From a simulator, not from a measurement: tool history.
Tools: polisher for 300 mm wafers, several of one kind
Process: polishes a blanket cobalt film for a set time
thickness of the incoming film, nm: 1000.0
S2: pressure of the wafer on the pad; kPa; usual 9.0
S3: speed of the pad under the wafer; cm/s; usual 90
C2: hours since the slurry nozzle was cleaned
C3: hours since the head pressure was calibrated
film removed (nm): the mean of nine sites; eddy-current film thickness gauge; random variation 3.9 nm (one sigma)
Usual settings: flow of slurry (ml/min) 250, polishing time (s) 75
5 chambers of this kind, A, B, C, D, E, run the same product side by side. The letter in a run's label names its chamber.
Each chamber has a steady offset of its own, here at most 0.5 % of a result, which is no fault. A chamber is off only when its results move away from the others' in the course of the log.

At hour 0.9: chamber B: worn pad replaced by a new one.
Run 1E, hour 12.3: usual settings; wafers polished on this pad 551; C2 395.2; C3 212.8. Result: film removed (nm) 260.06.
At hour 14.1: chamber D: worn pad replaced by a new one.
Run 2B, hour 20.5: usual settings; wafers polished on this pad 203; C2 490.4; C3 608.9. Result: film removed (nm) 259.75.
Run 3A, hour 33.4: usual settings; wafers polished on this pad 786; C2 157.3; C3 449.7. Result: film removed (nm) 270.20.
At hour 39.9: chamber A: worn pad replaced by a new one.
Run 4C, hour 45.0: usual settings; wafers polished on this pad 1025; C2 300.6; C3 64.2. Result: film removed (nm) 268.59.
Run 5D, hour 54.8: usual settings; wafers polished on this pad 422; C2 188.8; C3 823.1. Result: film removed (nm) 257.82.
Run 6B, hour 67.9: usual settings; wafers polished on this pad 694; C2 537.8; C3 656.3. Result: film removed (nm) 255.94.
At hour 74.9: chamber B: worn pad replaced by a new one.
Run 7A, hour 75.9: usual settings; wafers polished on this pad 372; C2 199.8; C3 492.2. Result: film removed (nm) 266.19.
At hour 82.6: chamber E: worn pad replaced by a new one.
Run 8E, hour 85.9: usual settings; wafers polished on this pad 34; C2 468.8; C3 286.4. Result: film removed (nm) 268.10.
At hour 90.9: chamber E: slurry nozzle cleaned.
Run 9C, hour 94.1: usual settings; wafers polished on this pad 1533; C2 349.7; C3 113.3. Result: film removed (nm) 265.50.
At hour 98.1: chamber E: head pressure recalibrated.
At hour 102.2: chamber C: worn pad replaced by a new one.
Run 10D, hour 106.3: usual settings; wafers polished on this pad 955; C2 240.3; C3 874.6. Result: film removed (nm) 262.53.
At hour 110.8: chamber A: slurry nozzle cleaned.
Run 11C, hour 119.1: usual settings; wafers polished on this pad 175; C2 374.7; C3 138.3. Result: film removed (nm) 265.89.
At hour 122.6: chamber A: worn pad replaced by a new one.
Run 12D, hour 129.0: usual settings; wafers polished on this pad 1190; C2 263.0; C3 897.3. Result: film removed (nm) 258.53.
Run 13A, hour 138.2: usual settings; wafers polished on this pad 161; C2 27.4; C3 554.5. Result: film removed (nm) 267.83.
At hour 147.4: chamber D: worn pad replaced by a new one.
Run 14B, hour 147.7: usual settings; wafers polished on this pad 754; C2 617.6; C3 736.1. Result: film removed (nm) 264.18.
At hour 149.6: chamber B: worn pad replaced by a new one.
At hour 150.4: chamber D: head pressure recalibrated.
Run 15E, hour 156.9: usual settings; wafers polished on this pad 769; C2 66.0; C3 58.9. Result: film removed (nm) 262.61.
Run 16B, hour 167.1: usual settings but flow of slurry (ml/min) 330, polishing time (s) 50; wafers polished on this pad 182; C2 637.0; C3 755.5. Result: film removed (nm) 181.70.
At hour 176.9: chamber B: head pressure recalibrated.
Run 17D, hour 180.1: usual settings but flow of slurry (ml/min) 330, polishing time (s) 50; wafers polished on this pad 339; C2 314.1; C3 29.8. Result: film removed (nm) 184.94.
At hour 190.3: chamber A: worn pad replaced by a new one.
Run 18C, hour 193.5: usual settings but flow of slurry (ml/min) 330, polishing time (s) 50; wafers polished on this pad 945; C2 449.1; C3 212.7. Result: film removed (nm) 181.15.
At hour 200.6: chamber E: worn pad replaced by a new one.
Run 19E, hour 201.4: usual settings but flow of slurry (ml/min) 330, polishing time (s) 50; wafers polished on this pad 8; C2 110.5; C3 103.4. Result: film removed (nm) 181.48.
At hour 203.1: chamber C: slurry nozzle cleaned.
Run 20A, hour 211.7: usual settings but flow of slurry (ml/min) 330, polishing time (s) 50; wafers polished on this pad 221; C2 100.9; C3 628.0. Result: film removed (nm) 185.53.
Run 21D, hour 217.9: usual settings; wafers polished on this pad 731; C2 351.9; C3 67.6. Result: film removed (nm) 269.62.
At hour 218.2: chamber B: worn pad replaced by a new one.
Run 22B, hour 226.9: usual settings; wafers polished on this pad 90; C2 696.8; C3 50.0. Result: film removed (nm) 265.14.
Run 23C, hour 233.7: usual settings; wafers polished on this pad 1362; C2 30.7; C3 252.9. Result: film removed (nm) 264.84.
Run 24A, hour 243.9: usual settings; wafers polished on this pad 555; C2 133.1; C3 660.2. Result: film removed (nm) 264.59.
Run 25E, hour 255.7: usual settings; wafers polished on this pad 571; C2 164.8; C3 157.7. Result: film removed (nm) 257.86.
At hour 255.8: chamber A: worn pad replaced by a new one.
At hour 257.0: chamber C: worn pad replaced by a new one.
Run 26A, hour 268.7: usual settings; wafers polished on this pad 133; C2 157.9; C3 685.0. Result: film removed (nm) 265.12.
At hour 271.0: chamber D: worn pad replaced by a new one.
Run 27C, hour 276.8: usual settings; wafers polished on this pad 205; C2 73.8; C3 296.0. Result: film removed (nm) 270.24.
Run 28E, hour 284.0: usual settings; wafers polished on this pad 864; C2 193.1; C3 186.0. Result: film removed (nm) 266.03.
At hour 289.3: chamber B: worn pad replaced by a new one.
At hour 293.7: chamber E: worn pad replaced by a new one.
Run 29B, hour 295.2: usual settings; wafers polished on this pad 61; C2 765.1; C3 118.3. Result: film removed (nm) 264.27.
At hour 300.0: chamber C: head pressure recalibrated.
Run 30D, hour 306.3: usual settings; wafers polished on this pad 365; C2 440.3; C3 156.0. Result: film removed (nm) 265.41.
Run 31C, hour 315.0: usual settings; wafers polished on this pad 601; C2 112.0; C3 15.0. Result: film removed (nm) 275.35.
Run 32D, hour 322.0: usual settings; wafers polished on this pad 528; C2 456.0; C3 171.7. Result: film removed (nm) 267.71.
Run 33E, hour 333.2: usual settings; wafers polished on this pad 409; C2 242.3; C3 235.2. Result: film removed (nm) 260.16.
At hour 334.8: chamber A: worn pad replaced by a new one.
Run 34A, hour 340.1: usual settings; wafers polished on this pad 55; C2 229.3; C3 756.4. Result: film removed (nm) 268.00.
Run 35B, hour 350.7: usual settings; wafers polished on this pad 636; C2 820.6; C3 173.8. Result: film removed (nm) 263.72.
At hour 352.1: chamber D: slurry nozzle cleaned.
Run 36E, hour 363.8: usual settings; wafers polished on this pad 726; C2 272.9; C3 265.8. Result: film removed (nm) 265.12.
Run 37D, hour 375.3: usual settings; wafers polished on this pad 1080; C2 23.3; C3 225.0. Result: film removed (nm) 266.07.

Next, every chamber runs the same settings. What will each give?
Run 38A, hour 385.1: usual settings. Result: film removed (nm) ?.
Run 38B, hour 385.1: usual settings. Result: film removed (nm) ?.
Run 38C, hour 385.1: usual settings. Result: film removed (nm) ?.
Run 38D, hour 385.1: usual settings. Result: film removed (nm) ?.
Run 38E, hour 385.1: usual settings. Result: film removed (nm) ?.

run  film removed (nm)
38A             271.34
38B             260.45
38C             270.51
38D             264.50
38E             256.66
